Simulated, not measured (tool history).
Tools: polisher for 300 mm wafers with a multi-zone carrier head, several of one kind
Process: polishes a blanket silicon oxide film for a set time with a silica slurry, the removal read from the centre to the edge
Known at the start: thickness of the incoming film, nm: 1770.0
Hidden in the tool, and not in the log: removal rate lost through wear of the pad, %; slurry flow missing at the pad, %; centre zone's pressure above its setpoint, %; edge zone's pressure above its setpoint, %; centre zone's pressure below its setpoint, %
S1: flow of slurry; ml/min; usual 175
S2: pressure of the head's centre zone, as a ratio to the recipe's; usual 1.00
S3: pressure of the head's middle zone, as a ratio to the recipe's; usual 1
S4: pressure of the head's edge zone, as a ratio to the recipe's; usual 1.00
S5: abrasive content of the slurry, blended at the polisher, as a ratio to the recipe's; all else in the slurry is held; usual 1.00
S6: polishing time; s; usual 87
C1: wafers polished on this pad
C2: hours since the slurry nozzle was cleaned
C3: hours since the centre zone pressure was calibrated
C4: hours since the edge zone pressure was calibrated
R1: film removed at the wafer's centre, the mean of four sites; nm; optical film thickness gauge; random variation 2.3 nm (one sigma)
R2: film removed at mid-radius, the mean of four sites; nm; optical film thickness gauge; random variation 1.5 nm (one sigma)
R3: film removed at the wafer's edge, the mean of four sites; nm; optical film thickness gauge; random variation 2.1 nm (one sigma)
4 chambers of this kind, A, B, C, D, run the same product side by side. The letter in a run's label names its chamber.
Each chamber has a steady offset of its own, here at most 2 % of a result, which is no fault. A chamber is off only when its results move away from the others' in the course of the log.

run,hour,S1,S2,S3,S4,S5,S6,C1,C2,C3,C4,R1,R2,R3
# hour 9.5: chamber B: worn pad replaced by a new one
# hour 9.9: chamber D: centre zone pressure recalibrated
1B,15.3,175,1.00,1,1.00,1.00,87,48,678.6,359.1,258.7,216.19,211.03,211.12
# hour 20.0: chamber B: slurry nozzle cleaned
2A,26.3,175,1.00,1,1.00,1.00,87,286,280.0,473.9,605.2,217.57,216.08,218.60
3C,41.7,175,1.00,1,1.00,1.00,87,992,78.3,205.6,141.1,214.58,211.32,216.66
# hour 44.6: chamber C: worn pad replaced by a new one
4D,53.2,175,1.00,1,1.00,1.00,87,670,264.3,43.3,237.4,211.65,213.42,208.40
5A,67.0,175,1.00,1,1.00,1.00,87,623,320.7,514.6,645.9,218.04,217.41,215.28
# hour 77.3: chamber A: worn pad replaced by a new one
6B,81.9,175,0.91,1,1.00,1.00,87,601,62.0,425.7,325.3,194.13,210.33,212.50
7D,92.5,175,0.91,1,1.00,1.00,87,996,303.6,82.6,276.7,194.62,218.25,212.48
# hour 96.9: chamber A: edge zone pressure recalibrated
8C,105.8,175,0.91,1,1.00,1.00,87,508,142.4,269.7,205.2,194.80,213.29,215.89
9C,121.2,175,0.91,1,1.00,1.00,87,636,157.8,285.1,220.6,193.62,214.87,210.09
# hour 122.1: chamber B: worn pad replaced by a new one
10A,134.4,175,1.00,1,1.00,1.00,87,474,388.1,582.0,37.5,217.33,218.06,215.95
11D,144.1,175,1.00,1,1.00,1.00,87,1425,355.2,134.2,328.3,215.35,217.65,217.48
12B,151.3,175,1.00,1,1.00,1.00,87,243,131.4,495.1,394.7,211.61,211.74,216.82
# hour 160.7: chamber A: worn pad replaced by a new one
13C,162.3,175,1.00,1,1.00,1.00,87,977,198.9,326.2,261.7,215.58,213.03,212.02
# hour 166.7: chamber C: worn pad replaced by a new one
14B,174.3,175,1.00,1,1.00,1.00,87,433,154.4,518.1,417.7,215.97,209.45,210.80
15D,185.8,175,1.00,1,1.00,1.00,87,1771,396.9,175.9,370.0,214.05,213.06,208.61
16A,196.6,175,1.00,1,1.00,1.00,87,298,450.3,644.2,99.7,217.88,218.47,216.18
17C,207.4,175,1.00,1,1.00,1.00,87,338,244.0,371.3,306.8,215.28,213.01,215.86
18B,214.9,175,1.00,1,1.00,1.00,87,770,195.0,558.7,458.3,216.21,212.64,212.85
19D,229.6,175,1.00,1,1.00,1.00,87,2134,440.7,219.7,413.8,209.58,208.56,207.98
# hour 232.7: chamber B: worn pad replaced by a new one
20A,242.9,175,1.00,1,1.00,1.00,87,682,496.6,690.5,146.0,212.03,215.25,218.63
21C,253.8,175,1.00,1,1.00,1.00,87,723,290.4,417.7,353.2,211.42,214.71,216.80
# hour 258.5: chamber A: worn pad replaced by a new one
# hour 266.6: chamber A: centre zone pressure recalibrated
22A,266.7,175,1.00,1,1.00,1.00,87,68,520.4,0.1,169.8,214.34,219.67,214.72
# hour 277.4: chamber C: worn pad replaced by a new one
23D,278.8,175,1.00,1,1.00,1.00,87,2543,489.9,268.9,463.0,211.00,208.10,208.18
# hour 285.0: chamber C: centre zone pressure recalibrated
24B,294.2,175,1.00,1,1.00,1.00,87,510,274.3,638.0,537.6,217.71,208.29,212.05
25D,306.2,175,1.00,1,1.00,1.00,87,2770,517.3,296.3,490.4,206.26,208.13,205.00
26A,316.5,175,1.00,1,1.00,1.00,87,482,570.2,49.9,219.6,216.31,215.58,216.43
# hour 324.1: chamber C: slurry nozzle cleaned
27B,329.5,175,1.00,1,1.00,1.00,87,803,309.6,673.3,572.9,217.95,206.97,214.23
# hour 333.0: chamber A: slurry nozzle cleaned
# hour 339.0: chamber B: worn pad replaced by a new one
28C,339.7,175,1.00,1,1.00,1.00,87,517,15.6,54.8,439.1,215.13,210.66,217.19
29D,350.5,175,1.00,1,1.00,1.00,87,3138,561.6,340.6,534.7,208.64,205.16,201.35
# hour 358.2: chamber D: edge zone pressure recalibrated
30B,363.0,175,1.00,1,1.00,0.75,87,199,343.1,706.8,606.4,183.25,184.59,187.86
# hour 365.4: chamber A: worn pad replaced by a new one
31C,373.4,175,1.00,1,1.00,0.75,87,797,49.3,88.5,472.8,187.20,188.27,188.05
32A,383.2,175,1.00,1,1.00,0.75,87,148,50.2,116.6,286.3,185.81,187.31,186.93
33C,393.4,175,1.00,1,1.00,0.75,87,963,69.3,108.5,492.8,187.77,183.40,185.15
# hour 396.6: chamber C: worn pad replaced by a new one
34A,402.6,175,1.00,1,1.00,1.00,87,309,69.6,136.0,305.7,218.59,219.26,214.22
35B,411.6,175,1.00,1,1.00,1.00,87,602,391.7,755.4,655.0,210.37,212.05,214.42
# hour 420.5: chamber D: centre zone pressure recalibrated
36D,422.1,175,1.00,1,1.00,1.00,87,3732,633.2,1.7,64.0,204.90,202.05,198.63
37B,431.7,175,1.00,1,1.00,1.00,87,769,411.8,775.5,675.1,213.17,209.94,214.85
38A,438.9,175,1.00,1,1.00,1.00,87,610,105.9,172.3,342.0,210.40,216.94,216.37
39C,454.7,175,1.00,1,1.12,1.00,87,482,130.6,169.8,554.1,214.18,213.94,227.13

What goes on in this fleet: one chamber off, a drifting gauge, or nothing beyond the chambers' own small offsets? Name the chamber and the cause, if any.

Chamber D drifts away from the others.
Cause: removal rate lost through wear of the pad, % = 6.68.
The log may not tell that from: slurry flow missing at the pad, %.

Here are 4 candidates for chamber D's next run, each the usual settings with a change, their results left as question marks. Which one brings its results back in line with what the others give on the usual settings?
In line means no further than this from the other chambers' mean on the usual settings: R1 8.20 nm; R2 5.10 nm; R3 7.40 nm
40D-1,466.3,175,1.01,1.01,0.99,1.00,81,,,,,?,?,?
40D-2,466.3,175,0.99,0.98,1.02,1.05,98,,,,,?,?,?
40D-3,466.3,175,0.99,0.99,1.01,1.00,93,,,,,?,?,?
40D-4,466.3,175,1.01,1.02,0.98,0.95,77,,,,,?,?,?

The other chambers' mean on the usual settings: R1 214.71 nm; R2 213.36 nm; R3 214.76 nm
run,R1,R2,R3
40D-1,188.40,188.30,184.07
40D-2,227.86,226.42,231.33
40D-3,211.63,212.25,213.67
40D-4,174.97,176.47,170.01
40D-3 brings the chamber back in line.

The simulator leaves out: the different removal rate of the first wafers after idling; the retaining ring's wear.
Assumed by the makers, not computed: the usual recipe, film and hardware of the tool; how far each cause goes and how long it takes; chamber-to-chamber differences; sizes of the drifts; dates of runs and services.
